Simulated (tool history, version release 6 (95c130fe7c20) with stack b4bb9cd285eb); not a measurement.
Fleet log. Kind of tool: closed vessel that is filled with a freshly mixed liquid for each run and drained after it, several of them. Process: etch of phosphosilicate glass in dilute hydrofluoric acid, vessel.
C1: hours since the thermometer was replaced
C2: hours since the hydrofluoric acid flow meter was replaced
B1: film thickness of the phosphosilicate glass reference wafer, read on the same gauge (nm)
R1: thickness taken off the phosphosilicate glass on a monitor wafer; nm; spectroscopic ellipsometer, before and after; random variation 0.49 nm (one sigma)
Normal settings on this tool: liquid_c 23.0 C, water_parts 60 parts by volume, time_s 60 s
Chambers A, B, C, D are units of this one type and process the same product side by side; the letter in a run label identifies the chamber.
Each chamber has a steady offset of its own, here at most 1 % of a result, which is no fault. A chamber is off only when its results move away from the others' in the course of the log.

run 1D hour=15.1 | liquid_c=23.0 water_parts=60 time_s=60 | C1=1217.9 C2=2033.5 | B1=109.98 | R1=60.538
run 2B hour=29.7 | liquid_c=23.0 water_parts=60 time_s=60 | C1=267.3 C2=348.2 | B1=110.01 | R1=60.125
run 3C hour=37.8 | liquid_c=23.0 water_parts=60 time_s=60 | C1=800.9 C2=602.7 | B1=110.02 | R1=61.155
run 4A hour=46.2 | liquid_c=23.0 water_parts=60 time_s=60 | C1=1288.7 C2=337.5 | B1=109.99 | R1=61.682
run 5B hour=56.7 | liquid_c=23.0 water_parts=75 time_s=30 | C1=294.3 C2=375.2 | B1=109.99 | R1=23.330
run 6C hour=71.6 | liquid_c=23.0 water_parts=75 time_s=30 | C1=834.7 C2=636.5 | B1=109.99 | R1=23.684
run 7A hour=83.6 | liquid_c=23.0 water_parts=75 time_s=30 | C1=1326.1 C2=374.9 | B1=109.98 | R1=24.092
run 8D hour=97.7 | liquid_c=23.0 water_parts=75 time_s=30 | C1=1300.5 C2=2116.1 | B1=110.00 | R1=24.273
run 9C hour=106.1 | liquid_c=23.0 water_parts=85 time_s=35 | C1=869.2 C2=671.0 | B1=109.98 | R1=24.001
run 10A hour=119.2 | liquid_c=23.0 water_parts=85 time_s=35 | C1=1361.7 C2=410.5 | B1=109.99 | R1=24.866
run 11D hour=130.2 | liquid_c=23.0 water_parts=85 time_s=35 | C1=1333.0 C2=2148.6 | B1=110.00 | R1=24.440
-- hour=135.4 chamber D: hydrofluoric acid flow meter replaced
run 12B hour=136.9 | liquid_c=23.0 water_parts=85 time_s=35 | C1=374.5 C2=455.4 | B1=110.00 | R1=24.231
run 13D hour=143.9 | liquid_c=19.5 water_parts=60 time_s=60 | C1=1346.7 C2=8.6 | B1=110.01 | R1=51.853
run 14A hour=152.1 | liquid_c=19.5 water_parts=60 time_s=60 | C1=1394.6 C2=443.4 | B1=110.01 | R1=52.918
-- hour=154.6 chamber C: thermometer replaced
run 15C hour=164.6 | liquid_c=19.5 water_parts=60 time_s=60 | C1=10.1 C2=729.5 | B1=110.00 | R1=51.971
run 16B hour=171.3 | liquid_c=19.5 water_parts=60 time_s=60 | C1=408.9 C2=489.8 | B1=109.98 | R1=52.900
run 17D hour=179.9 | liquid_c=23.0 water_parts=60 time_s=60 | C1=1382.7 C2=44.6 | B1=109.99 | R1=60.882
run 18C hour=186.5 | liquid_c=23.0 water_parts=60 time_s=60 | C1=32.0 C2=751.4 | B1=110.00 | R1=61.611
run 19B hour=195.4 | liquid_c=23.0 water_parts=60 time_s=60 | C1=433.0 C2=513.9 | B1=110.02 | R1=60.566
run 20A hour=202.7 | liquid_c=23.0 water_parts=35 time_s=60 | C1=1445.2 C2=494.0 | B1=110.01 | R1=110.070
run 21B hour=215.2 | liquid_c=23.0 water_parts=35 time_s=60 | C1=452.8 C2=533.7 | B1=109.99 | R1=111.070
run 22D hour=227.5 | liquid_c=23.0 water_parts=35 time_s=60 | C1=1430.3 C2=92.2 | B1=109.98 | R1=108.390
run 23A hour=235.0 | liquid_c=23.0 water_parts=35 time_s=60 | C1=1477.5 C2=526.3 | B1=109.99 | R1=109.300
run 24C hour=241.9 | liquid_c=23.0 water_parts=60 time_s=60 | C1=87.4 C2=806.8 | B1=109.98 | R1=61.270
run 25D hour=249.7 | liquid_c=23.0 water_parts=60 time_s=60 | C1=1452.5 C2=114.4 | B1=110.00 | R1=61.427
run 26A hour=257.1 | liquid_c=23.0 water_parts=60 time_s=60 | C1=1499.6 C2=548.4 | B1=110.01 | R1=61.746
-- hour=258.0 chamber B: hydrofluoric acid flow meter replaced
run 27B hour=271.2 | liquid_c=23.0 water_parts=60 time_s=60 | C1=508.8 C2=13.3 | B1=110.00 | R1=60.687
-- hour=278.7 chamber B: thermometer replaced
run 28C hour=282.9 | liquid_c=23.0 water_parts=60 time_s=60 | C1=128.4 C2=847.8 | B1=110.00 | R1=60.435
run 29D hour=295.1 | liquid_c=23.0 water_parts=60 time_s=60 | C1=1497.9 C2=159.8 | B1=110.02 | R1=61.469
run 30B hour=305.7 | liquid_c=23.0 water_parts=60 time_s=60 | C1=27.1 C2=47.8 | B1=110.01 | R1=61.041

For the next run the whole fleet of 4 chambers uses the same settings. Give each chamber's results:
run 31A hour=316.5 | liquid_c=27.5 water_parts=60 time_s=60 | R1=?
run 31B hour=316.5 | liquid_c=27.5 water_parts=60 time_s=60 | R1=?
run 31C hour=316.5 | liquid_c=27.5 water_parts=60 time_s=60 | R1=?
run 31D hour=316.5 | liquid_c=27.5 water_parts=60 time_s=60 | R1=?

run=31A R1=73.266
run=31B R1=71.292
run=31C R1=73.476
run=31D R1=72.419
